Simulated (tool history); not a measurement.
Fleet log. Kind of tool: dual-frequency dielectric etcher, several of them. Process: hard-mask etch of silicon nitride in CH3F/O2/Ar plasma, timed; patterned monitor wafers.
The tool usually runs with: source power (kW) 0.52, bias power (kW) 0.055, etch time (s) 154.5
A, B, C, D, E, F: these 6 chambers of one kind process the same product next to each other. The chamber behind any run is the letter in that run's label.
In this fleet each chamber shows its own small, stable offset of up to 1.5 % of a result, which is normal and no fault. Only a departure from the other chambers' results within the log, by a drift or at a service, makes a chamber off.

run	hour	source power (kW)	bias power (kW)	etch time (s)	hours since the last wet clean	hours since the last source power generator calibration	hours since the last bias power generator calibration	read-back reference wafer on the same gauge, depth_nm	mean etch depth across the wafer (Å)
1D	9.1	0.52	0.055	154.5	223.2	996.8	2974.1	101.96	1095.2
2B	17.8	0.52	0.055	154.5	524.4	252.9	738.7	101.97	1094.4
3F	31	0.52	0.055	154.5	200.8	985.1	879.6	101.97	1104.9
4C	37.6	0.52	0.055	154.5	312.7	2907.8	1763.8	101.93	1091.3
5E	46.4	0.52	0.055	154.5	225.8	908.4	888	101.89	1095.4
# hour 55.9: chamber B: wet clean of the chamber
6A	59.4	0.52	0.055	154.5	382.5	2519.1	2678.5	101.91	1107.9
# hour 71.9: chamber A: wet clean of the chamber
7A	73.1	0.52	0.055	154.5	1.3	2532.8	2692.2	101.9	1108.2
8B	84.2	0.52	0.055	154.5	28.4	319.3	805.1	101.86	1089.3
9D	96.1	0.52	0.055	154.5	310.2	1083.8	3061.1	101.8	1091.8
10C	109.5	0.52	0.055	154.5	384.6	2979.7	1835.7	101.84	1086.9
11F	116.5	0.52	0.055	154.5	286.3	1070.6	965.1	101.82	1104.3
# hour 122.8: chamber E: wet clean of the chamber
12E	130	0.52	0.055	154.5	7.3	992	971.6	101.77	1092.5
13E	137.3	0.52	0.055	154.5	14.6	999.3	978.9	101.76	1092.6
14F	150.3	0.52	0.055	154.5	320.1	1104.4	998.9	101.72	1103.8
15B	160.2	0.52	0.055	154.5	104.4	395.3	881.1	101.73	1091.1
16C	172.8	0.52	0.055	154.5	447.9	3043	1899	101.74	1088.7
17D	185.2	0.52	0.055	154.5	399.3	1172.9	3150.2	101.73	1089.7
18A	191.6	0.52	0.055	154.5	119.8	2651.3	2810.7	101.69	1102
19A	202	0.52	0.055	154.5	130.2	2661.7	2821.1	101.69	1107.3
20C	214.4	0.52	0.055	154.5	489.5	3084.6	1940.6	101.68	1084.5
21F	228.4	0.52	0.05	192.5	398.2	1182.5	1077	101.64	1332.7
22E	237	0.52	0.05	192.5	114.3	1099	1078.6	101.63	1316.7
23B	244.8	0.52	0.05	192.5	189	479.9	965.7	101.64	1316
24D	256.4	0.52	0.05	192.5	470.5	1244.1	3221.4	101.59	1319.9
25A	269.9	0.52	0.05	192.5	198.1	2729.6	2889	101.6	1336.1
# hour 279.8: chamber F: wet clean of the chamber
26D	281.1	0.52	0.05	192.5	495.2	1268.8	3246.1	101.55	1319.7
27C	290	0.52	0.055	154.5	565.1	3160.2	2016.2	101.52	1085.9
28B	300.2	0.52	0.055	154.5	244.4	535.3	1021.1	101.53	1088.5
29F	308.6	0.52	0.055	154.5	28.9	1262.7	1157.2	101.51	1104.2
30E	315.6	0.45	0.055	129	192.9	1177.6	1157.2	101.52	857.82
31C	322.3	0.45	0.055	129	597.4	3192.5	2048.5	101.47	858.02
32F	331.5	0.45	0.055	129	51.8	1285.6	1180.1	101.47	868.56
33B	343.7	0.45	0.055	129	287.9	578.8	1064.6	101.48	857.62
# hour 349.8: chamber D: wet clean of the chamber
34A	355	0.45	0.055	129	283.2	2814.7	2974.1	101.43	869.1
35E	365.4	0.45	0.055	129	242.7	1227.4	1207	101.42	859.57
36D	374.3	0.52	0.055	154.5	24.5	1362	3339.3	101.43	1088.8
37B	384.5	0.52	0.055	112	328.7	619.6	1105.4	101.4	786.85

Decide between three cases: one chamber stands off from its peers, the gauge reading all wafers drifts, or nothing is wrong past each chamber's small offset. Where a chamber is off, say which and what most likely put it there.

The gauge drifts, so all chambers seem to drift together. No chamber is off.
What lies behind it: gauge reads low (%) = 0.597.
